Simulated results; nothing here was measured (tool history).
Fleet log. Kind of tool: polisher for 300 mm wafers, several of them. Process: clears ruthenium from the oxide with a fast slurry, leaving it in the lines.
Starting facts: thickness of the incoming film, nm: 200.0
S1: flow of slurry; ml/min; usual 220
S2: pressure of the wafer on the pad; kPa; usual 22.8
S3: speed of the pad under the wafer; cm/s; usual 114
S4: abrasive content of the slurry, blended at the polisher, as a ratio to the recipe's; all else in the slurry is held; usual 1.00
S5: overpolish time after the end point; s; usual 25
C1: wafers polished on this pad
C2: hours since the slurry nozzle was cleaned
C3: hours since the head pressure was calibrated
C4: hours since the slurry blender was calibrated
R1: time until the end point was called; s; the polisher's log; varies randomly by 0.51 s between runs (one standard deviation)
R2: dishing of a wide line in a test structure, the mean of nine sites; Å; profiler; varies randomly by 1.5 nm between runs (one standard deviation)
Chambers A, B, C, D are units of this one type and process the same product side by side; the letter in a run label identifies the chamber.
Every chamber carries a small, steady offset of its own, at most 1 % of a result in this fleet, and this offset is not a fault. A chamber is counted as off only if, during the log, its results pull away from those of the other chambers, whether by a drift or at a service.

run,hour,S1,S2,S3,S4,S5,C1,C2,C3,C4,R1,R2
1C,3.6,220,22.8,114,1.00,25,862,387.8,9.6,122.0,36.288,964.20
# hour 4.4: chamber D: worn pad replaced by a new one
2A,9.1,220,22.8,114,1.00,25,684,368.8,387.1,156.7,37.206,1027.30
3D,13.7,220,22.8,114,1.00,25,123,48.3,219.2,306.9,37.231,991.56
4B,16.9,220,22.8,114,1.00,25,420,62.4,394.5,42.2,37.174,968.89
5C,21.3,220,22.8,114,1.00,25,1097,405.5,27.3,139.7,36.280,971.94
6D,26.9,220,22.8,114,1.00,25,298,61.5,232.4,320.1,37.350,975.04
7A,31.5,220,22.8,138,0.75,25,982,391.2,409.5,179.1,35.005,1050.70
# hour 34.6: chamber A: worn pad replaced by a new one
# hour 36.6: chamber C: worn pad replaced by a new one
8B,37.4,220,22.8,138,0.75,25,692,82.9,415.0,62.7,34.330,1043.30
9C,43.7,220,22.8,138,0.75,25,94,427.9,49.7,162.1,35.060,1035.50
10B,50.5,220,22.8,138,0.75,25,866,96.0,428.1,75.8,35.765,1042.50
11D,54.3,220,22.8,114,1.00,25,662,88.9,259.8,347.5,36.306,1009.90
12A,59.9,220,22.8,114,1.00,25,337,419.6,437.9,207.5,36.274,991.28
# hour 60.4: chamber B: worn pad replaced by a new one
13C,65.0,220,22.8,114,1.00,25,377,449.2,71.0,183.4,36.291,1008.70
14B,70.2,220,22.8,114,1.00,25,130,115.7,447.8,95.5,37.391,1005.10
15A,75.4,220,22.8,114,1.00,25,543,435.1,453.4,223.0,36.194,975.23
16D,81.8,220,22.8,114,1.00,25,1028,116.4,287.3,375.0,36.352,962.66
17D,87.1,220,22.8,114,1.00,25,1098,121.7,292.6,380.3,37.204,994.56
18C,92.3,220,22.8,114,1.00,25,740,476.5,98.3,210.7,37.607,957.02
# hour 92.5: chamber B: slurry blender recalibrated
19B,99.0,220,22.8,114,1.00,25,512,144.5,476.6,6.6,37.505,984.97
20A,103.8,220,22.8,114,1.00,25,920,463.5,481.8,251.4,37.588,1004.60
21B,108.5,220,22.8,114,1.00,25,639,154.0,486.1,16.1,36.237,1010.40
22C,112.3,220,22.8,114,1.00,25,1005,496.5,118.3,230.7,37.516,942.39
23D,119.2,220,22.8,114,1.00,25,1525,153.8,324.7,412.4,37.083,957.77
# hour 122.5: chamber C: worn pad replaced by a new one
24A,123.6,220,22.8,114,1.00,25,1183,483.3,501.6,271.2,36.509,999.72
# hour 126.3: chamber D: worn pad replaced by a new one
25B,127.3,220,22.8,114,1.00,25,888,172.8,504.9,34.9,37.156,997.62
# hour 131.4: chamber A: worn pad replaced by a new one
26D,132.6,220,22.8,114,1.00,25,84,167.2,338.1,425.8,35.789,999.78
# hour 133.6: chamber B: worn pad replaced by a new one
27C,135.6,220,22.8,142,1.25,25,174,519.8,141.6,254.0,28.072,1162.10
28A,140.1,220,22.8,142,1.25,25,116,499.8,518.1,287.7,26.930,1268.50
29B,143.6,220,22.8,142,1.25,25,133,189.1,521.2,51.2,27.559,1259.00
# hour 144.1: chamber A: slurry blender recalibrated
30A,148.0,220,22.8,142,1.25,25,221,507.7,526.0,3.9,26.874,1281.20
# hour 151.0: chamber B: slurry nozzle cleaned
31C,153.1,220,22.8,114,1.00,25,406,537.3,159.1,271.5,39.861,922.07
32D,159.4,220,22.8,114,0.75,25,440,194.0,364.9,452.6,42.447,863.32
# hour 161.9: chamber D: slurry blender recalibrated
33C,162.8,220,22.8,114,0.75,25,535,547.0,168.8,281.2,47.193,809.20
# hour 162.9: chamber D: head pressure recalibrated
34D,167.5,220,22.8,114,0.75,25,548,202.1,4.6,5.7,41.491,880.39
35B,172.7,220,22.8,114,0.75,25,520,21.7,550.3,80.3,42.341,916.12
36A,177.2,255,22.8,88,1.00,25,609,536.9,555.2,33.1,46.887,824.03
37B,184.1,255,22.8,88,1.00,25,671,33.1,561.7,91.7,45.777,840.51
38A,188.7,255,22.8,88,1.00,25,761,548.4,566.7,44.6,46.573,833.59

Next, all 4 chambers run the settings below, one line each with question marks for the results. What does each chamber give?
39A,193.7,220,17.9,114,1.00,25,,,,,?,?
39B,193.7,220,17.9,114,1.00,25,,,,,?,?
39C,193.7,220,17.9,114,1.00,25,,,,,?,?
39D,193.7,220,17.9,114,1.00,25,,,,,?,?

run,R1,R2
39A,46.587,831.96
39B,46.519,833.53
39C,53.929,736.58
39D,46.766,820.58

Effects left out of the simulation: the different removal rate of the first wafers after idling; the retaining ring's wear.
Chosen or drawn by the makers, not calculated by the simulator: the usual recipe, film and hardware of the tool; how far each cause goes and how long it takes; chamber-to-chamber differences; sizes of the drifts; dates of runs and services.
